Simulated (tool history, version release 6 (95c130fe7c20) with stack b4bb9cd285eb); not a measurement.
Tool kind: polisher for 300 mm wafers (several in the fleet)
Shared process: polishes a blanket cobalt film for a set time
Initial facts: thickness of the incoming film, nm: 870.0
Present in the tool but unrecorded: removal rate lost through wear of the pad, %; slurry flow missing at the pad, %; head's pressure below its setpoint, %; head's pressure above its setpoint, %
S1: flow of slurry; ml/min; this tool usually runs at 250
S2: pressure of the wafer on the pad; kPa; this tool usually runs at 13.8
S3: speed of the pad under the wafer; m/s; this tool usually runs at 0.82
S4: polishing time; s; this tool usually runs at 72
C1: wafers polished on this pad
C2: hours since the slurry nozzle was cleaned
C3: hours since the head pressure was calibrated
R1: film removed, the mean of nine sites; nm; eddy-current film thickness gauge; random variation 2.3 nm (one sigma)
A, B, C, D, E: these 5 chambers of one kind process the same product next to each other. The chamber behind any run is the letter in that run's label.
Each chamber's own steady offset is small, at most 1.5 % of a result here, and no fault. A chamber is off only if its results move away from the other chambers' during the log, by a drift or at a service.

run	hour	S1	S2	S3	S4	C1	C2	C3	R1
# hour 0.7: chamber E: worn pad replaced by a new one
1A	4.6	250	13.8	0.82	72	457	17.6	704	249.15
# hour 7.9: chamber A: worn pad replaced by a new one
2E	10	250	13.8	0.82	72	136	35.5	13.5	245.19
3D	15	250	13.8	0.82	72	554	692.7	344	245.58
# hour 16.9: chamber D: worn pad replaced by a new one
4B	18.6	250	13.8	0.82	72	347	369.2	1110.2	239.87
5C	25.2	250	13.8	0.82	72	1128	174	864.2	243.58
# hour 28.9: chamber B: head pressure recalibrated
6C	31	250	13.8	0.82	72	1213	179.8	870	251.21
# hour 32.9: chamber C: worn pad replaced by a new one
7B	34.7	250	13.8	0.82	72	583	385.3	5.8	242.63
8E	39.3	250	13.8	0.82	72	565	64.8	42.8	247.29
# hour 41.9: chamber A: worn pad replaced by a new one
9D	45.1	165	9.7	0.82	72	414	722.8	374.1	162.22
10A	50.9	165	9.7	0.82	72	133	63.9	750.3	164.21
11C	57.5	165	9.7	0.82	72	361	206.3	896.5	164.25
12B	63.2	165	9.7	0.82	72	1001	413.8	34.3	162.6
# hour 65.3: chamber D: worn pad replaced by a new one
13A	68.2	165	9.7	0.82	72	386	81.2	767.6	161.29
# hour 72.8: chamber A: head pressure recalibrated
14E	75.4	250	13.8	0.82	72	1095	100.9	78.9	247.11
# hour 77.3: chamber A: worn pad replaced by a new one
# hour 80.4: chamber E: worn pad replaced by a new one
15D	81.2	250	13.8	0.82	72	234	758.9	410.2	242.11
# hour 83.6: chamber B: worn pad replaced by a new one
16C	86.8	250	9.7	0.82	86	790	235.6	925.8	206.57
17B	92.9	250	9.7	0.82	86	136	443.5	64	204.89
18A	99.7	250	9.7	0.82	86	328	112.7	26.9	207.61
19E	103.2	250	9.7	0.82	86	335	128.7	106.7	208.51
20D	107.6	250	9.7	0.82	86	621	785.3	436.6	207.46
# hour 110.5: chamber D: worn pad replaced by a new one
21A	112.2	250	13.8	0.82	72	511	125.2	39.4	248.87
# hour 112.3: chamber A: worn pad replaced by a new one
22E	118.2	250	13.8	0.82	72	555	143.7	121.7	246.22
23D	123.5	250	13.8	0.82	72	190	801.2	452.5	246.55
24C	130.3	250	13.8	0.82	72	1428	279.1	969.3	249.27
# hour 130.8: chamber C: worn pad replaced by a new one
25B	137.6	250	13.8	0.82	72	792	488.2	108.7	246.2
26D	145.1	250	13.8	0.82	72	507	822.8	474.1	251.12
# hour 146.8: chamber D: worn pad replaced by a new one
27C	150.7	250	13.8	0.82	72	292	299.5	989.7	247.42
28A	155.7	205	11.7	0.82	72	636	168.7	82.9	207.57
# hour 156.2: chamber A: worn pad replaced by a new one
29B	162.8	205	11.7	0.82	72	1161	513.4	133.9	201.12
30E	168.4	205	11.7	0.82	72	1290	193.9	171.9	205.19
# hour 169: chamber E: worn pad replaced by a new one
31D	172.6	205	11.7	0.82	72	379	850.3	501.6	203.76
32A	176.5	205	11.7	0.82	72	298	189.5	103.7	204.41
33B	180.5	250	13.8	0.82	72	1420	531.1	151.6	241.65
34E	184.3	250	13.8	1.06	72	225	209.8	187.8	321.05
35C	189.7	250	13.8	1.06	72	864	338.5	1028.7	318.8

All 5 chambers run these settings next. Forecast each chamber's results:
36A	195.1	170	13.8	0.82	72				?
36B	195.1	170	13.8	0.82	72				?
36C	195.1	170	13.8	0.82	72				?
36D	195.1	170	13.8	0.82	72				?
36E	195.1	170	13.8	0.82	72				?

run	R1
36A	234.53
36B	229.64
36C	240.35
36D	232.41
36E	231.87
